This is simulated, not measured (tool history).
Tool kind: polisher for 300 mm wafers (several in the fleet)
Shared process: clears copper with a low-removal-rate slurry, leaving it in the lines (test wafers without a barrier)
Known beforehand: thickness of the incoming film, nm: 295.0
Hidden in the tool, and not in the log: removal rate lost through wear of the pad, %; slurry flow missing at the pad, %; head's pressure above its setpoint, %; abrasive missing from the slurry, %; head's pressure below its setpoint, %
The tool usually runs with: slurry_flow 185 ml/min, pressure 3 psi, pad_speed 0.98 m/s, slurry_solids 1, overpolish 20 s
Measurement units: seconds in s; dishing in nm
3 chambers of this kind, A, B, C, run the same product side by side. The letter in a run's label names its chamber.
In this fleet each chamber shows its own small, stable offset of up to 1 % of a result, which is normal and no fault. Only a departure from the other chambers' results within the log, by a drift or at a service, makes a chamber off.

run   hour  slurry_flow  pressure  pad_speed  slurry_solids  overpolish  wafers polished on this pad  hours since the slurry nozzle was cleaned  hours since the head pressure was calibrated  hours since the slurry blender was calibrated  seconds  dishing
 1C    5.4          185         3       0.98              1          20                          668                                        183                                         862.3                                          113.4   94.028   42.618
 2A    9.8          185         3       0.98              1          20                          391                                      781.3                                         587.3                                           78.5    96.76   41.575
 3B   19.3          185         3       0.98              1          20                          134                                       29.9                                         575.5                                          112.4   95.107    41.15
      23.3  -- chamber A: slurry nozzle cleaned
 4C   28.2          185         3       0.98              1          20                          799                                      205.8                                         885.1                                          136.2    91.93   41.927
 5A   33.5          185         3       0.98              1          20                          527                                       10.3                                           611                                          102.2   98.196   41.038
 6B   37.8          185         3       0.98              1          20                          240                                       48.4                                           594                                          130.9   98.423   43.344
 7A   47.2          185         3       0.98              1          20                          606                                         24                                         624.7                                          115.9   93.214   42.215
      51.2  -- chamber C: worn pad replaced by a new one
 8B   53.6          185         3       0.98              1          20                          331                                       64.2                                         609.8                                          146.7   93.938   41.924
 9C     59          185         3       0.98              1          20                           45                                      236.6                                         915.9                                            167   93.933   41.913
10A   66.2          185         3       0.98              1          20                          715                                         43                                         643.7                                          134.9   93.582   43.087
      67.1  -- chamber A: worn pad replaced by a new one
11C   70.5          185         3       0.98              1          20                          111                                      248.1                                         927.4                                          178.5   93.665   41.077
12B   77.5          185         3       0.98              1          20                          468                                       88.1                                         633.7                                          170.6    96.68   42.888
13B   86.3          185         3       0.98              1          20                          519                                       96.9                                         642.5                                          179.4   95.359   42.091
14A   92.1          185         3       0.98              1          20                          143                                       68.9                                         669.6                                          160.8   93.686   41.685
        98  -- chamber A: head pressure recalibrated
15C   99.1          185         3       0.98              1          20                          275                                      276.7                                           956                                          207.1   98.029     42.6
16A  104.6          185         3       0.98              1          20                          215                                       81.4                                           6.6                                          173.3   96.853   42.858
17B  109.3          185         3       0.98            1.2          20                          651                                      119.9                                         665.5                                          202.4   88.361   42.826
18C  117.5          185         3       0.98            1.2          20                          380                                      295.1                                         974.4                                          225.5    91.36    43.27
19C  125.2          185         3       0.98            1.2          20                          425                                      302.8                                         982.1                                          233.2   89.604   43.282
20A  131.2          185         3       0.98              1          20                          368                                        108                                          33.2                                          199.9   96.444   42.812
     136.4  -- chamber A: slurry blender recalibrated
21B  138.7          185         3       0.98              1          20                          820                                      149.3                                         694.9                                          231.8   96.638   42.396
22B  144.9          185         3       0.98              1          20                          855                                      155.5                                         701.1                                            238   91.637   42.467
23C  150.7          185         3       0.84              1          20                          571                                      328.3                                        1007.6                                          258.7   113.21   37.052
24A    159          185         3       0.84              1          20                          527                                      135.8                                            61                                           22.6   114.09   36.779
25A  167.6          185         3       0.84              1          20                          577                                      144.4                                          69.6                                           31.2   109.65   38.477
26B  175.2          185         3       0.98              1          20                         1029                                      185.8                                         731.4                                          268.3   97.136   42.818
27C  180.8          185         3       0.98              1          20                          744                                      358.4                                        1037.7                                          288.8   93.901   41.313

All chambers now run identical settings, listed one chamber a line with results as question marks. What results will each chamber show?
28A  187.6          185         3       0.98              1          20                                                                                                                                                                             ?        ?
28B  187.6          185         3       0.98              1          20                                                                                                                                                                             ?        ?
28C  187.6          185         3       0.98              1          20                                                                                                                                                                             ?        ?

run  seconds  dishing
28A   95.793   43.223
28B    94.35   42.869
28C   94.222   42.505
